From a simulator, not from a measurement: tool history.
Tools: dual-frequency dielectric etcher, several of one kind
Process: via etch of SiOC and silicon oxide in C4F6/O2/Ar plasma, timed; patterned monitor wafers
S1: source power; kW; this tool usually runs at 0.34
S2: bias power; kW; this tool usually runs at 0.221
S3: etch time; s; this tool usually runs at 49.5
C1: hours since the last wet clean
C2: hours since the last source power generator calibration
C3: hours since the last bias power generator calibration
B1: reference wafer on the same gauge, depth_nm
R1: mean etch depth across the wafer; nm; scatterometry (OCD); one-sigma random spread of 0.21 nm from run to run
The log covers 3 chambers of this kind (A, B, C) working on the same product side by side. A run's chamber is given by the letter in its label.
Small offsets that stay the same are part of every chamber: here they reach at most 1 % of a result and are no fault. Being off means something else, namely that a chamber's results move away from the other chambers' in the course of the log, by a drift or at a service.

run,hour,S1,S2,S3,C1,C2,C3,B1,R1
1B,3.8,0.34,0.221,49.5,24.4,2159.3,3614.8,63.58,55.78
2C,10.3,0.34,0.221,49.5,457.1,1528.3,211.4,63.615,56.138
3A,16.3,0.34,0.221,49.5,253.4,2639.1,2289.1,63.566,55.654
4B,20.5,0.34,0.221,49.5,41.1,2176,3631.5,63.617,56.152
5A,26.5,0.34,0.221,49.5,263.6,2649.3,2299.3,63.6,55.971
6C,29.9,0.34,0.221,49.5,476.7,1547.9,231,63.648,56.072
7A,35.2,0.34,0.221,49.5,272.3,2658,2308,63.624,56.116
8B,40.7,0.34,0.221,49.5,61.3,2196.2,3651.7,63.619,56.064
9C,46.3,0.34,0.221,49.5,493.1,1564.3,247.4,63.595,56.173
10B,52,0.34,0.221,49.5,72.6,2207.5,3663,63.578,55.809
11A,57.1,0.34,0.221,49.5,294.2,2679.9,2329.9,63.593,56.465
12C,62.6,0.34,0.221,49.5,509.4,1580.6,263.7,63.576,56.342
# hour 67.9: chamber C: wet clean of the chamber
13A,69.1,0.34,0.221,49.5,306.2,2691.9,2341.9,63.579,55.997
14C,74.3,0.34,0.221,49.5,6.5,1592.3,275.4,63.586,53.671
15B,79.7,0.34,0.221,49.5,100.3,2235.2,3690.7,63.591,56.045
16C,83.6,0.34,0.221,49.5,15.8,1601.6,284.7,63.577,54.164
17A,88,0.34,0.221,36.5,325.1,2710.8,2360.8,63.646,41.509
18B,90.9,0.34,0.221,36.5,111.5,2246.4,3701.9,63.647,41.109
19A,96.3,0.34,0.221,36.5,333.4,2719.1,2369.1,63.588,41.552
20B,99.3,0.34,0.221,49.5,119.9,2254.8,3710.3,63.699,55.803
21C,104.7,0.34,0.221,49.5,36.9,1622.7,305.8,63.606,54.149
22A,111.2,0.34,0.221,49.5,348.3,2734,2384,63.593,55.712
23B,114.5,0.34,0.221,49.5,135.1,2270,3725.5,63.554,55.643
24C,119.8,0.34,0.221,49.5,52,1637.8,320.9,63.618,54.192
25A,125.4,0.34,0.221,49.5,362.5,2748.2,2398.2,63.568,55.941
26C,130.8,0.34,0.221,60,63,1648.8,331.9,63.604,66.062
27B,136.6,0.34,0.221,60,157.2,2292.1,3747.6,63.586,67.427
28B,142.5,0.34,0.221,60,163.1,2298,3753.5,63.659,67.528
29C,146.5,0.34,0.221,49.5,78.7,1664.5,347.6,63.585,53.679

One chamber off, gauge drift, or nothing amiss beyond the chambers' own small offsets? If it is a chamber, which one, and what is the likeliest cause?

The work done on chamber C during a service left it standing apart from the others.
What lies behind it: etch rate under this chamber's usual, % = 3.81.

Below are 4 candidate recipes for chamber C's next run, each the usual settings with a change, their results shown as question marks. Which of them brings C's results back in line with what the other chambers give on the usual settings?
A result is in line if it is within this distance of the other chambers' mean on the usual settings: R1 0.72 nm
30C-1,151.2,0.33,0.221,49.5,,,,,?
30C-2,151.2,0.36,0.231,49.5,,,,,?
30C-3,151.2,0.34,0.221,50,,,,,?
30C-4,151.2,0.34,0.2,49.5,,,,,?

Usual-settings mean across the other chambers: R1 55.931 nm
run,R1
30C-1,53.531
30C-2,56.192
30C-3,54.692
30C-4,52.333
30C-2 brings the chamber back in line.
